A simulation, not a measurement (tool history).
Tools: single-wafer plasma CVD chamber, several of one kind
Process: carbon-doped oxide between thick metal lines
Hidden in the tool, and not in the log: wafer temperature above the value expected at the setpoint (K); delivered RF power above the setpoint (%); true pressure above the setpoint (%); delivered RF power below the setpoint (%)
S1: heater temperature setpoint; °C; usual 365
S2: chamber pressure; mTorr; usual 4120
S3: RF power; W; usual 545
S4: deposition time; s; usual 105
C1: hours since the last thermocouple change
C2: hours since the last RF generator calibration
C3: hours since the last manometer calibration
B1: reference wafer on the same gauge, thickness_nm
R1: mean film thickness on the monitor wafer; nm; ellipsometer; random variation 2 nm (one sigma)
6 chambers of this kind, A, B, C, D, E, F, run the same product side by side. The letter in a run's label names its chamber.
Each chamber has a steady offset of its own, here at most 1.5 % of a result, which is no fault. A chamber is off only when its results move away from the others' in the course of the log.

| run | hour | S1 | S2 | S3 | S4 | C1 | C2 | C3 | B1 | R1 |
|---|---|---|---|---|---|---|---|---|---|---|
| 1D | 9.0 | 365 | 4120 | 545 | 105 | 538.4 | 383.1 | 1461.4 | 476.10 | 524.77 |
| 2F | 17.3 | 365 | 4120 | 545 | 105 | 2755.8 | 331.8 | 455.3 | 476.35 | 523.81 |
| 3C | 26.9 | 365 | 4120 | 545 | 105 | 487.7 | 629.5 | 346.8 | 475.61 | 523.64 |
| 4E | 33.1 | 365 | 4120 | 545 | 105 | 1221.6 | 111.4 | 1457.3 | 476.04 | 524.03 |
| 5A | 39.1 | 365 | 4120 | 625 | 105 | 52.2 | 504.2 | 1344.3 | 476.25 | 566.47 |
| 6B | 49.6 | 365 | 4120 | 625 | 105 | 1470.3 | 1074.1 | 366.0 | 475.70 | 572.82 |
| 7B | 63.0 | 365 | 4120 | 625 | 105 | 1483.7 | 1087.5 | 379.4 | 476.43 | 572.90 |
| 8D | 69.8 | 365 | 4120 | 625 | 105 | 599.2 | 443.9 | 1522.2 | 475.76 | 565.27 |
| 9C | 78.5 | 365 | 4120 | 625 | 105 | 539.3 | 681.1 | 398.4 | 475.77 | 567.92 |
| 10A | 91.1 | 365 | 4120 | 625 | 105 | 104.2 | 556.2 | 1396.3 | 476.54 | 561.41 |
| 11F | 100.0 | 365 | 4120 | 545 | 105 | 2838.5 | 414.5 | 538.0 | 475.75 | 526.62 |
| 12E | 109.6 | 365 | 3650 | 545 | 105 | 1298.1 | 187.9 | 1533.8 | 475.78 | 516.84 |
| 13B | 123.1 | 365 | 3650 | 545 | 105 | 1543.8 | 1147.6 | 439.5 | 476.22 | 521.00 |
| 14A | 134.7 | 365 | 3650 | 545 | 105 | 147.8 | 599.8 | 1439.9 | 475.72 | 514.85 |
| 15C | 144.1 | 365 | 3650 | 545 | 105 | 604.9 | 746.7 | 464.0 | 476.24 | 506.11 |
| 16E | 150.3 | 365 | 3650 | 545 | 105 | 1338.8 | 228.6 | 1574.5 | 475.92 | 516.27 |
| 17D | 163.2 | 365 | 3650 | 545 | 105 | 692.6 | 537.3 | 1615.6 | 475.63 | 512.72 |
| 18F | 169.5 | 365 | 4120 | 545 | 105 | 2908.0 | 484.0 | 607.5 | 475.73 | 523.17 |
| 19E | 179.2 | 365 | 4120 | 545 | 105 | 1367.7 | 257.5 | 1603.4 | 475.67 | 523.54 |
| 20C | 188.7 | 365 | 4120 | 545 | 105 | 649.5 | 791.3 | 508.6 | 475.95 | 517.23 |
| 21D | 195.1 | 365 | 4120 | 545 | 105 | 724.5 | 569.2 | 1647.5 | 476.11 | 523.56 |
| 22A | 201.1 | 365 | 4120 | 545 | 105 | 214.2 | 666.2 | 1506.3 | 476.26 | 520.24 |
| 23F | 208.1 | 365 | 4120 | 545 | 105 | 2946.6 | 522.6 | 646.1 | 476.11 | 520.87 |
| 24B | 220.1 | 354 | 4120 | 545 | 122 | 1640.8 | 1244.6 | 536.5 | 476.00 | 632.01 |
| 25E | 231.0 | 354 | 4120 | 545 | 122 | 1419.5 | 309.3 | 1655.2 | 476.16 | 624.92 |
| 26F | 238.4 | 354 | 4120 | 545 | 122 | 2976.9 | 552.9 | 676.4 | 476.20 | 624.76 |
| 27B | 249.3 | 354 | 4120 | 545 | 122 | 1670.0 | 1273.8 | 565.7 | 475.68 | 631.53 |
| 28C | 260.1 | 354 | 4120 | 545 | 122 | 720.9 | 862.7 | 580.0 | 475.40 | 609.20 |
| 29D | 266.2 | 354 | 4120 | 545 | 122 | 795.6 | 640.3 | 1718.6 | 476.04 | 622.15 |
|  | 273.3 | chamber F: thermocouple changed; heater temperature recalibrated |
| 30A | 278.3 | 371 | 4910 | 545 | 105 | 291.4 | 743.4 | 1583.5 | 475.42 | 528.42 |
| 31A | 284.7 | 371 | 4910 | 545 | 105 | 297.8 | 749.8 | 1589.9 | 476.29 | 530.51 |
| 32C | 297.8 | 371 | 4910 | 545 | 105 | 758.6 | 900.4 | 617.7 | 475.80 | 513.90 |
| 33F | 306.1 | 371 | 4910 | 545 | 105 | 32.9 | 620.6 | 744.1 | 476.11 | 533.08 |
| 34D | 313.4 | 371 | 4910 | 545 | 105 | 842.8 | 687.5 | 1765.8 | 476.56 | 530.11 |
| 35B | 319.5 | 371 | 4910 | 545 | 105 | 1740.2 | 1344.0 | 635.9 | 476.38 | 538.56 |
| 36E | 327.5 | 365 | 4120 | 545 | 105 | 1516.0 | 405.8 | 1751.7 | 476.23 | 523.04 |
| 37B | 333.4 | 365 | 4120 | 545 | 105 | 1754.1 | 1357.9 | 649.8 | 476.11 | 529.22 |
| 38E | 339.9 | 365 | 4120 | 545 | 105 | 1528.4 | 418.2 | 1764.1 | 476.65 | 523.93 |
| 39F | 351.9 | 365 | 4120 | 545 | 105 | 78.7 | 666.4 | 789.9 | 476.14 | 524.86 |
| 40A | 364.8 | 365 | 4120 | 545 | 105 | 377.9 | 829.9 | 1670.0 | 475.68 | 520.58 |
| 41C | 377.0 | 365 | 4120 | 545 | 105 | 837.8 | 979.6 | 696.9 | 476.33 | 499.22 |
| 42D | 385.9 | 365 | 4120 | 545 | 105 | 915.3 | 760.0 | 1838.3 | 476.05 | 522.98 |
| 43A | 395.4 | 365 | 4120 | 545 | 105 | 408.5 | 860.5 | 1700.6 | 475.81 | 524.09 |

Is one chamber off against the others, does the gauge drift, or is nothing wrong? If a chamber is off, say which, and what the likeliest cause is.

Chamber C drifts away from the others.
Cause: delivered RF power below the setpoint (%) = 6.23.

Here are 4 candidates for chamber C's next run, each the usual settings with a change, their results left as question marks. Which one brings its results back in line with what the others give on the usual settings?
In line means no further than this from the other chambers' mean on the usual settings: R1 7.10 nm
| 44C-1 | 405.3 | 365 | 4110 | 540 | 104 |  |  |  |  | ? |
| 44C-2 | 405.3 | 366 | 4030 | 515 | 105 |  |  |  |  | ? |
| 44C-3 | 405.3 | 365 | 4140 | 545 | 107 |  |  |  |  | ? |
| 44C-4 | 405.3 | 365 | 4150 | 555 | 108 |  |  |  |  | ? |

The other chambers' mean on the usual settings: R1 524.30 nm
| run | R1 |
|---|---|
| 44C-1 | 496.31 |
| 44C-2 | 484.01 |
| 44C-3 | 514.01 |
| 44C-4 | 524.78 |
44C-4 brings the chamber back in line.
